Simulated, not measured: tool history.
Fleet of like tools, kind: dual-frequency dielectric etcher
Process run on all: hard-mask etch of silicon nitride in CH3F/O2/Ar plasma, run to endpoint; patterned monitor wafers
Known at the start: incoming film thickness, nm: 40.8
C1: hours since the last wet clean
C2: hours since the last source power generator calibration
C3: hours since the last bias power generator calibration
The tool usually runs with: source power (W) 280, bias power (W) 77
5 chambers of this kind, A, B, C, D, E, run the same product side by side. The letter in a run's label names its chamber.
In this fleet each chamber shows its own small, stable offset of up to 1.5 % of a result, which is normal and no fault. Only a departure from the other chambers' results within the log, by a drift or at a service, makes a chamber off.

Run 1A, hour 8.0: usual settings; C1 352.8; C2 1253.7; C3 974.8. Result: endpoint time (s) 66.465.
Run 2B, hour 15.4: usual settings; C1 258.5; C2 4651.6; C3 1827.6. Result: endpoint time (s) 65.717.
At hour 15.8: chamber B: source power generator calibrated.
Run 3E, hour 20.1: usual settings; C1 313.0; C2 1339.1; C3 1512.9. Result: endpoint time (s) 67.108.
Run 4D, hour 24.2: usual settings; C1 238.9; C2 2482.7; C3 1882.3. Result: endpoint time (s) 65.290.
Run 5C, hour 31.5: usual settings; C1 380.5; C2 1920.7; C3 2993.6. Result: endpoint time (s) 65.492.
Run 6E, hour 35.4: usual settings; C1 328.3; C2 1354.4; C3 1528.2. Result: endpoint time (s) 66.864.
Run 7C, hour 39.3: usual settings but source power (W) 250, bias power (W) 86; C1 388.3; C2 1928.5; C3 3001.4. Result: endpoint time (s) 65.505.
Run 8D, hour 44.3: usual settings but source power (W) 250, bias power (W) 86; C1 259.0; C2 2502.8; C3 1902.4. Result: endpoint time (s) 66.523.
Run 9B, hour 50.6: usual settings but source power (W) 250, bias power (W) 86; C1 293.7; C2 34.9; C3 1862.8. Result: endpoint time (s) 66.181.
Run 10A, hour 55.7: usual settings but source power (W) 250, bias power (W) 86; C1 400.5; C2 1301.4; C3 1022.5. Result: endpoint time (s) 66.239.
Run 11B, hour 62.2: usual settings but source power (W) 250, bias power (W) 86; C1 305.3; C2 46.5; C3 1874.4. Result: endpoint time (s) 65.407.
Run 12D, hour 68.0: usual settings; C1 282.7; C2 2526.5; C3 1926.1. Result: endpoint time (s) 66.369.
Run 13E, hour 74.4: usual settings; C1 367.3; C2 1393.4; C3 1567.2. Result: endpoint time (s) 67.127.
Run 14C, hour 80.3: usual settings; C1 429.3; C2 1969.5; C3 3042.4. Result: endpoint time (s) 65.313.
Run 15A, hour 86.4: usual settings; C1 431.2; C2 1332.1; C3 1053.2. Result: endpoint time (s) 65.711.
Run 16C, hour 91.6: usual settings; C1 440.6; C2 1980.8; C3 3053.7. Result: endpoint time (s) 65.399.
At hour 92.1: chamber E: wet clean of the chamber.
Run 17B, hour 96.9: usual settings; C1 340.0; C2 81.2; C3 1909.1. Result: endpoint time (s) 65.664.
Run 18E, hour 104.5: usual settings but source power (W) 240; C1 12.5; C2 1423.5; C3 1597.3. Result: endpoint time (s) 70.162.
Run 19A, hour 109.2: usual settings but source power (W) 240; C1 454.0; C2 1354.9; C3 1076.0. Result: endpoint time (s) 69.740.
At hour 113.2: chamber A: wet clean of the chamber.
Run 20D, hour 116.0: usual settings but source power (W) 240; C1 330.7; C2 2574.5; C3 1974.1. Result: endpoint time (s) 71.503.
Run 21C, hour 123.0: usual settings but source power (W) 240; C1 472.0; C2 2012.2; C3 3085.1. Result: endpoint time (s) 69.688.
Run 22A, hour 129.0: usual settings but source power (W) 240; C1 15.9; C2 1374.7; C3 1095.8. Result: endpoint time (s) 70.369.
Run 23E, hour 135.1: usual settings but source power (W) 300; C1 43.1; C2 1454.1; C3 1627.9. Result: endpoint time (s) 65.228.
Run 24B, hour 139.2: usual settings but source power (W) 300; C1 382.3; C2 123.5; C3 1951.4. Result: endpoint time (s) 64.436.
Run 25D, hour 145.7: usual settings but source power (W) 300; C1 360.4; C2 2604.2; C3 2003.8. Result: endpoint time (s) 65.565.
Run 26B, hour 151.6: usual settings but source power (W) 300; C1 394.7; C2 135.9; C3 1963.8. Result: endpoint time (s) 64.172.
Run 27D, hour 157.3: usual settings but source power (W) 300; C1 372.0; C2 2615.8; C3 2015.4. Result: endpoint time (s) 65.384.
At hour 161.5: chamber C: wet clean of the chamber.
Run 28C, hour 162.5: usual settings; C1 1.0; C2 2051.7; C3 3124.6. Result: endpoint time (s) 65.632.
Run 29E, hour 166.8: usual settings; C1 74.8; C2 1485.8; C3 1659.6. Result: endpoint time (s) 66.971.
Run 30A, hour 172.8: usual settings; C1 59.7; C2 1418.5; C3 1139.6. Result: endpoint time (s) 66.399.
Run 31A, hour 179.7: usual settings; C1 66.6; C2 1425.4; C3 1146.5. Result: endpoint time (s) 65.879.
Run 32E, hour 185.2: usual settings; C1 93.2; C2 1504.2; C3 1678.0. Result: endpoint time (s) 66.962.
Run 33D, hour 192.0: usual settings but source power (W) 340, bias power (W) 71; C1 406.7; C2 2650.5; C3 2050.1. Result: endpoint time (s) 64.855.
Run 34B, hour 199.4: usual settings but source power (W) 340, bias power (W) 71; C1 442.5; C2 183.7; C3 2011.6. Result: endpoint time (s) 62.457.
Run 35C, hour 203.4: usual settings but source power (W) 340, bias power (W) 71; C1 41.9; C2 2092.6; C3 3165.5. Result: endpoint time (s) 62.644.
Run 36E, hour 208.8: usual settings but source power (W) 340, bias power (W) 71; C1 116.8; C2 1527.8; C3 1701.6. Result: endpoint time (s) 63.778.

Predict what each chamber gives when all 5 of them run the settings below next.
Run 37A, hour 214.5: usual settings but bias power (W) 83. Result: endpoint time (s) ?.
Run 37B, hour 214.5: usual settings but bias power (W) 83. Result: endpoint time (s) ?.
Run 37C, hour 214.5: usual settings but bias power (W) 83. Result: endpoint time (s) ?.
Run 37D, hour 214.5: usual settings but bias power (W) 83. Result: endpoint time (s) ?.
Run 37E, hour 214.5: usual settings but bias power (W) 83. Result: endpoint time (s) ?.

run  endpoint time (s)
37A             64.452
37B             63.938
37C             63.705
37D             67.066
37E             64.832

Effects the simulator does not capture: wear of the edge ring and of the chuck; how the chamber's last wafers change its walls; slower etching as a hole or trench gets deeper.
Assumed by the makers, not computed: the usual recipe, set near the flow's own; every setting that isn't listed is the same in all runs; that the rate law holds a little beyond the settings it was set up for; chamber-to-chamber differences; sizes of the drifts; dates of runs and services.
